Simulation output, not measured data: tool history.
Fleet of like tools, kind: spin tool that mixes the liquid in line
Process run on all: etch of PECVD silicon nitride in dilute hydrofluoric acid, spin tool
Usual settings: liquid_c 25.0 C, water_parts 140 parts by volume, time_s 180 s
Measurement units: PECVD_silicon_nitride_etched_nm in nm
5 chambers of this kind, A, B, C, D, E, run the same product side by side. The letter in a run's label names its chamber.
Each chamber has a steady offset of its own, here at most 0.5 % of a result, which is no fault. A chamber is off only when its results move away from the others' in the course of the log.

| run | hour | liquid_c | water_parts | time_s | read-back film thickness of the PECVD silicon nitride reference wafer, read on the same gauge (nm) | PECVD_silicon_nitride_etched_nm |
|---|---|---|---|---|---|---|
| 1E | 7.2 | 25.0 | 140 | 180 | 39.987 | 2.3318 |
| 2C | 13.7 | 25.0 | 140 | 180 | 40.012 | 2.3548 |
| 3A | 19.5 | 25.0 | 140 | 180 | 39.972 | 2.3677 |
| 4B | 25.0 | 25.0 | 140 | 180 | 40.008 | 2.3453 |
| 5D | 33.1 | 25.0 | 140 | 180 | 40.044 | 2.3301 |
| 6C | 41.2 | 25.0 | 140 | 180 | 40.036 | 2.3330 |
| 7E | 47.8 | 25.0 | 105 | 180 | 40.024 | 3.1205 |
| 8A | 54.6 | 25.0 | 105 | 180 | 40.008 | 3.1641 |
| 9D | 59.9 | 25.0 | 105 | 180 | 39.993 | 3.1753 |
| 10B | 64.4 | 25.0 | 105 | 180 | 39.952 | 3.1103 |
| 11C | 70.0 | 25.0 | 105 | 180 | 40.029 | 3.1522 |
| 12D | 74.2 | 25.0 | 140 | 180 | 40.003 | 2.3726 |
| 13B | 78.7 | 25.0 | 140 | 180 | 39.990 | 2.3456 |
| 14A | 82.7 | 25.0 | 140 | 180 | 39.979 | 2.4179 |
| 15E | 86.5 | 25.0 | 140 | 180 | 40.005 | 2.3691 |
| 16D | 91.8 | 25.0 | 140 | 180 | 39.987 | 2.3550 |
| 17C | 99.7 | 25.0 | 140 | 180 | 40.005 | 2.3775 |
| 18E | 105.2 | 25.0 | 140 | 180 | 40.006 | 2.3832 |
| 19B | 113.1 | 25.0 | 140 | 180 | 39.995 | 2.3584 |
| 20A | 116.8 | 25.0 | 140 | 180 | 39.977 | 2.4838 |
| 21B | 121.0 | 25.0 | 140 | 180 | 39.990 | 2.3467 |
| 22D | 128.0 | 25.0 | 140 | 180 | 40.023 | 2.3477 |
| 23E | 135.2 | 25.0 | 140 | 180 | 40.008 | 2.3081 |
| 24C | 142.6 | 25.0 | 140 | 180 | 39.986 | 2.3280 |
| 25A | 147.7 | 25.0 | 140 | 180 | 40.005 | 2.4829 |
| 26E | 155.6 | 25.0 | 140 | 180 | 40.027 | 2.3692 |
| 27A | 160.6 | 25.0 | 140 | 180 | 40.008 | 2.5735 |
| 28C | 167.1 | 25.0 | 140 | 180 | 40.026 | 2.3675 |
| 29D | 175.1 | 25.0 | 140 | 180 | 39.966 | 2.3788 |
| 30B | 178.7 | 25.0 | 140 | 180 | 40.020 | 2.3451 |
| 31B | 187.0 | 25.0 | 140 | 180 | 40.032 | 2.3635 |
| 32D | 195.4 | 25.0 | 140 | 180 | 39.969 | 2.3820 |
| 33E | 200.1 | 25.0 | 140 | 180 | 40.013 | 2.3575 |
| 34A | 207.4 | 25.0 | 140 | 180 | 39.971 | 2.6286 |
| 35C | 214.9 | 25.0 | 140 | 180 | 39.997 | 2.3547 |
|  | 216.2 | chamber D: thermometer replaced |
|  | 217.9 | chamber E: thermometer replaced |
| 36D | 221.8 | 25.0 | 140 | 180 | 39.998 | 2.3276 |
| 37A | 229.0 | 26.5 | 140 | 260 | 39.982 | 4.2028 |
| 38C | 235.8 | 26.5 | 140 | 260 | 39.992 | 3.7528 |
| 39E | 239.8 | 26.5 | 140 | 260 | 40.029 | 3.7541 |
| 40B | 245.4 | 26.5 | 140 | 260 | 39.994 | 3.7690 |

All chambers now run identical settings, listed one chamber a line with results as question marks. What results will each chamber show?
| 41A | 251.4 | 25.0 | 140 | 180 |  | ? |
| 41B | 251.4 | 25.0 | 140 | 180 |  | ? |
| 41C | 251.4 | 25.0 | 140 | 180 |  | ? |
| 41D | 251.4 | 25.0 | 140 | 180 |  | ? |
| 41E | 251.4 | 25.0 | 140 | 180 |  | ? |

| run | PECVD_silicon_nitride_etched_nm |
|---|---|
| 41A | 2.7112 |
| 41B | 2.3193 |
| 41C | 2.3396 |
| 41D | 2.3492 |
| 41E | 2.4126 |

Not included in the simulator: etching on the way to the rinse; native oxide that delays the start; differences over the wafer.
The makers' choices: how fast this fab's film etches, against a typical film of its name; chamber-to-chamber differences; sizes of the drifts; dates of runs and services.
